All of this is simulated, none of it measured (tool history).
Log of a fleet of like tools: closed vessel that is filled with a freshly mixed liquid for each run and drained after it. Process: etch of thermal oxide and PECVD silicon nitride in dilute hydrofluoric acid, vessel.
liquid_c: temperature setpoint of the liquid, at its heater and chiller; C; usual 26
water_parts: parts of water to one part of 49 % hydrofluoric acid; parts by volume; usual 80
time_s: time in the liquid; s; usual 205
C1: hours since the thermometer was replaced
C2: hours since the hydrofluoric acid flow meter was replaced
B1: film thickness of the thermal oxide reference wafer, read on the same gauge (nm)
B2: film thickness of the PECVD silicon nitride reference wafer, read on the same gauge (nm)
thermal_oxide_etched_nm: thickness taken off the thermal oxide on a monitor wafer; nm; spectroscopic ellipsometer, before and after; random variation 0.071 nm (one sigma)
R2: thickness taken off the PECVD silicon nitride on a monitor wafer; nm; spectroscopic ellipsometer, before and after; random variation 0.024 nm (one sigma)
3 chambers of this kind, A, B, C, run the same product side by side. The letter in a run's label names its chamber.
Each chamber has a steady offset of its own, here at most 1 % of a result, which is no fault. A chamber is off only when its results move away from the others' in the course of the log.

{"run": "1B", "hour": 6.0, "liquid_c": 26, "water_parts": 80, "time_s": 205, "C1": 1178.5, "C2": 745.4, "B1": 50.006, "B2": 89.999, "thermal_oxide_etched_nm": 13.03, "R2": 4.9285}
{"run": "2C", "hour": 15.5, "liquid_c": 26, "water_parts": 80, "time_s": 205, "C1": 806.1, "C2": 517.5, "B1": 49.988, "B2": 89.983, "thermal_oxide_etched_nm": 13.001, "R2": 4.9324}
{"run": "3A", "hour": 21.0, "liquid_c": 26, "water_parts": 80, "time_s": 205, "C1": 1563.2, "C2": 1252.9, "B1": 49.99, "B2": 90.032, "thermal_oxide_etched_nm": 13.105, "R2": 4.9144}
{"run": "4C", "hour": 27.5, "liquid_c": 26, "water_parts": 80, "time_s": 205, "C1": 818.1, "C2": 529.5, "B1": 50.034, "B2": 90.028, "thermal_oxide_etched_nm": 12.945, "R2": 4.942}
{"run": "5B", "hour": 33.3, "liquid_c": 26, "water_parts": 80, "time_s": 205, "C1": 1205.8, "C2": 772.7, "B1": 50.008, "B2": 89.998, "thermal_oxide_etched_nm": 13.063, "R2": 4.9092}
{"run": "6A", "hour": 39.0, "liquid_c": 26, "water_parts": 80, "time_s": 205, "C1": 1581.2, "C2": 1270.9, "B1": 49.965, "B2": 90.021, "thermal_oxide_etched_nm": 13.054, "R2": 4.9952}
{"run": "7C", "hour": 43.7, "liquid_c": 26, "water_parts": 105, "time_s": 205, "C1": 834.3, "C2": 545.7, "B1": 49.998, "B2": 90.03, "thermal_oxide_etched_nm": 9.688, "R2": 3.7922}
{"run": "8A", "hour": 50.2, "liquid_c": 26, "water_parts": 105, "time_s": 205, "C1": 1592.4, "C2": 1282.1, "B1": 49.971, "B2": 90.01, "thermal_oxide_etched_nm": 9.6124, "R2": 3.7383}
{"run": "9B", "hour": 58.9, "liquid_c": 26, "water_parts": 105, "time_s": 205, "C1": 1231.4, "C2": 798.3, "B1": 49.99, "B2": 90.011, "thermal_oxide_etched_nm": 9.5966, "R2": 3.7433}
{"run": "10C", "hour": 65.4, "liquid_c": 26, "water_parts": 80, "time_s": 205, "C1": 856.0, "C2": 567.4, "B1": 49.997, "B2": 89.988, "thermal_oxide_etched_nm": 13.113, "R2": 4.9635}
{"run": "11A", "hour": 73.4, "liquid_c": 26, "water_parts": 80, "time_s": 205, "C1": 1615.6, "C2": 1305.3, "B1": 49.983, "B2": 90.021, "thermal_oxide_etched_nm": 12.896, "R2": 4.9695}
{"run": "12B", "hour": 78.0, "liquid_c": 26, "water_parts": 80, "time_s": 205, "C1": 1250.5, "C2": 817.4, "B1": 50.0, "B2": 89.986, "thermal_oxide_etched_nm": 13.077, "R2": 4.9647}
{"run": "13A", "hour": 85.9, "liquid_c": 26, "water_parts": 80, "time_s": 245, "C1": 1628.1, "C2": 1317.8, "B1": 49.979, "B2": 90.028, "thermal_oxide_etched_nm": 15.578, "R2": 5.8666}
{"run": "14C", "hour": 90.8, "liquid_c": 26, "water_parts": 80, "time_s": 245, "C1": 881.4, "C2": 592.8, "B1": 50.003, "B2": 90.019, "thermal_oxide_etched_nm": 15.548, "R2": 5.9343}
{"run": "15B", "hour": 99.5, "liquid_c": 26, "water_parts": 80, "time_s": 245, "C1": 1272.0, "C2": 838.9, "B1": 50.009, "B2": 89.984, "thermal_oxide_etched_nm": 15.604, "R2": 5.8521}
{"run": "16A", "hour": 107.5, "liquid_c": 26, "water_parts": 80, "time_s": 205, "C1": 1649.7, "C2": 1339.4, "B1": 49.986, "B2": 89.982, "thermal_oxide_etched_nm": 13.072, "R2": 4.9658}
{"run": "17B", "hour": 113.4, "liquid_c": 26, "water_parts": 80, "time_s": 205, "C1": 1285.9, "C2": 852.8, "B1": 50.004, "B2": 89.987, "thermal_oxide_etched_nm": 13.099, "R2": 4.9613}
{"run": "18C", "hour": 120.8, "liquid_c": 26, "water_parts": 80, "time_s": 205, "C1": 911.4, "C2": 622.8, "B1": 50.013, "B2": 90.018, "thermal_oxide_etched_nm": 12.992, "R2": 4.9641}
{"run": "19B", "hour": 125.8, "liquid_c": 26, "water_parts": 80, "time_s": 205, "C1": 1298.3, "C2": 865.2, "B1": 49.985, "B2": 90.012, "thermal_oxide_etched_nm": 13.062, "R2": 4.916}
{"run": "20C", "hour": 132.0, "liquid_c": 26, "water_parts": 80, "time_s": 205, "C1": 922.6, "C2": 634.0, "B1": 50.012, "B2": 90.028, "thermal_oxide_etched_nm": 12.986, "R2": 4.9705}
{"run": "21A", "hour": 139.7, "liquid_c": 26, "water_parts": 80, "time_s": 205, "C1": 1681.9, "C2": 1371.6, "B1": 49.986, "B2": 90.0, "thermal_oxide_etched_nm": 13.051, "R2": 4.9224}
{"run": "22C", "hour": 148.3, "liquid_c": 26, "water_parts": 80, "time_s": 205, "C1": 938.9, "C2": 650.3, "B1": 49.996, "B2": 89.999, "thermal_oxide_etched_nm": 13.168, "R2": 4.9425}
{"hour": 150.2, "done": "chamber C: thermometer replaced"}
{"run": "23A", "hour": 153.7, "liquid_c": 26, "water_parts": 80, "time_s": 205, "C1": 1695.9, "C2": 1385.6, "B1": 50.014, "B2": 90.018, "thermal_oxide_etched_nm": 13.159, "R2": 4.9637}
{"run": "24B", "hour": 163.1, "liquid_c": 26, "water_parts": 55, "time_s": 130, "C1": 1335.6, "C2": 902.5, "B1": 50.012, "B2": 90.021, "thermal_oxide_etched_nm": 12.57, "R2": 4.5485}
{"run": "25B", "hour": 168.1, "liquid_c": 26, "water_parts": 55, "time_s": 130, "C1": 1340.6, "C2": 907.5, "B1": 50.012, "B2": 90.039, "thermal_oxide_etched_nm": 12.644, "R2": 4.5556}
{"run": "26C", "hour": 177.5, "liquid_c": 26, "water_parts": 55, "time_s": 130, "C1": 27.3, "C2": 679.5, "B1": 50.0, "B2": 90.019, "thermal_oxide_etched_nm": 12.387, "R2": 4.4737}
{"run": "27A", "hour": 184.3, "liquid_c": 26, "water_parts": 80, "time_s": 205, "C1": 1726.5, "C2": 1416.2, "B1": 49.987, "B2": 89.982, "thermal_oxide_etched_nm": 13.095, "R2": 4.9926}
{"run": "28A", "hour": 188.6, "liquid_c": 26, "water_parts": 80, "time_s": 205, "C1": 1730.8, "C2": 1420.5, "B1": 49.995, "B2": 90.011, "thermal_oxide_etched_nm": 12.869, "R2": 4.9593}
{"run": "29B", "hour": 193.2, "liquid_c": 26, "water_parts": 80, "time_s": 205, "C1": 1365.7, "C2": 932.6, "B1": 50.027, "B2": 90.012, "thermal_oxide_etched_nm": 13.078, "R2": 4.9431}
{"run": "30C", "hour": 198.3, "liquid_c": 26, "water_parts": 80, "time_s": 205, "C1": 48.1, "C2": 700.3, "B1": 50.022, "B2": 90.003, "thermal_oxide_etched_nm": 12.988, "R2": 4.9428}
{"run": "31B", "hour": 207.6, "liquid_c": 26, "water_parts": 80, "time_s": 205, "C1": 1380.1, "C2": 947.0, "B1": 49.991, "B2": 89.987, "thermal_oxide_etched_nm": 13.13, "R2": 4.9351}
{"run": "32C", "hour": 214.9, "liquid_c": 26, "water_parts": 80, "time_s": 205, "C1": 64.7, "C2": 716.9, "B1": 50.005, "B2": 90.022, "thermal_oxide_etched_nm": 13.022, "R2": 4.9502}
{"run": "33A", "hour": 221.8, "liquid_c": 26, "water_parts": 80, "time_s": 205, "C1": 1764.0, "C2": 1453.7, "B1": 50.011, "B2": 89.99, "thermal_oxide_etched_nm": 13.083, "R2": 4.9635}
{"run": "34B", "hour": 226.8, "liquid_c": 26, "water_parts": 80, "time_s": 205, "C1": 1399.3, "C2": 966.2, "B1": 50.022, "B2": 90.021, "thermal_oxide_etched_nm": 12.966, "R2": 4.9224}
{"run": "35A", "hour": 235.4, "liquid_c": 28, "water_parts": 80, "time_s": 165, "C1": 1777.6, "C2": 1467.3, "B1": 49.987, "B2": 89.976, "thermal_oxide_etched_nm": 11.354, "R2": 4.5483}
{"run": "36C", "hour": 240.0, "liquid_c": 28, "water_parts": 80, "time_s": 165, "C1": 89.8, "C2": 742.0, "B1": 49.99, "B2": 89.999, "thermal_oxide_etched_nm": 11.405, "R2": 4.5531}
{"run": "37A", "hour": 249.4, "liquid_c": 28, "water_parts": 80, "time_s": 165, "C1": 1791.6, "C2": 1481.3, "B1": 49.996, "B2": 89.997, "thermal_oxide_etched_nm": 11.311, "R2": 4.5614}
{"run": "38B", "hour": 255.1, "liquid_c": 26, "water_parts": 80, "time_s": 205, "C1": 1427.6, "C2": 994.5, "B1": 50.005, "B2": 90.021, "thermal_oxide_etched_nm": 13.142, "R2": 4.9479}
{"run": "39C", "hour": 262.3, "liquid_c": 26, "water_parts": 80, "time_s": 205, "C1": 112.1, "C2": 764.3, "B1": 49.988, "B2": 89.993, "thermal_oxide_etched_nm": 13.078, "R2": 4.9905}
{"run": "40C", "hour": 269.9, "liquid_c": 26, "water_parts": 80, "time_s": 315, "C1": 119.7, "C2": 771.9, "B1": 50.018, "B2": 90.011, "thermal_oxide_etched_nm": 20.013, "R2": 7.6189}

Next, every chamber runs the same settings. What will each give?
{"run": "41A", "hour": 276.8, "liquid_c": 24, "water_parts": 80, "time_s": 205, "thermal_oxide_etched_nm": "?", "R2": "?"}
{"run": "41B", "hour": 276.8, "liquid_c": 24, "water_parts": 80, "time_s": 205, "thermal_oxide_etched_nm": "?", "R2": "?"}
{"run": "41C", "hour": 276.8, "liquid_c": 24, "water_parts": 80, "time_s": 205, "thermal_oxide_etched_nm": "?", "R2": "?"}

run=41A thermal_oxide_etched_nm=12.0120 R2=4.3342
run=41B thermal_oxide_etched_nm=12.0760 R2=4.3323
run=41C thermal_oxide_etched_nm=11.9080 R2=4.3359
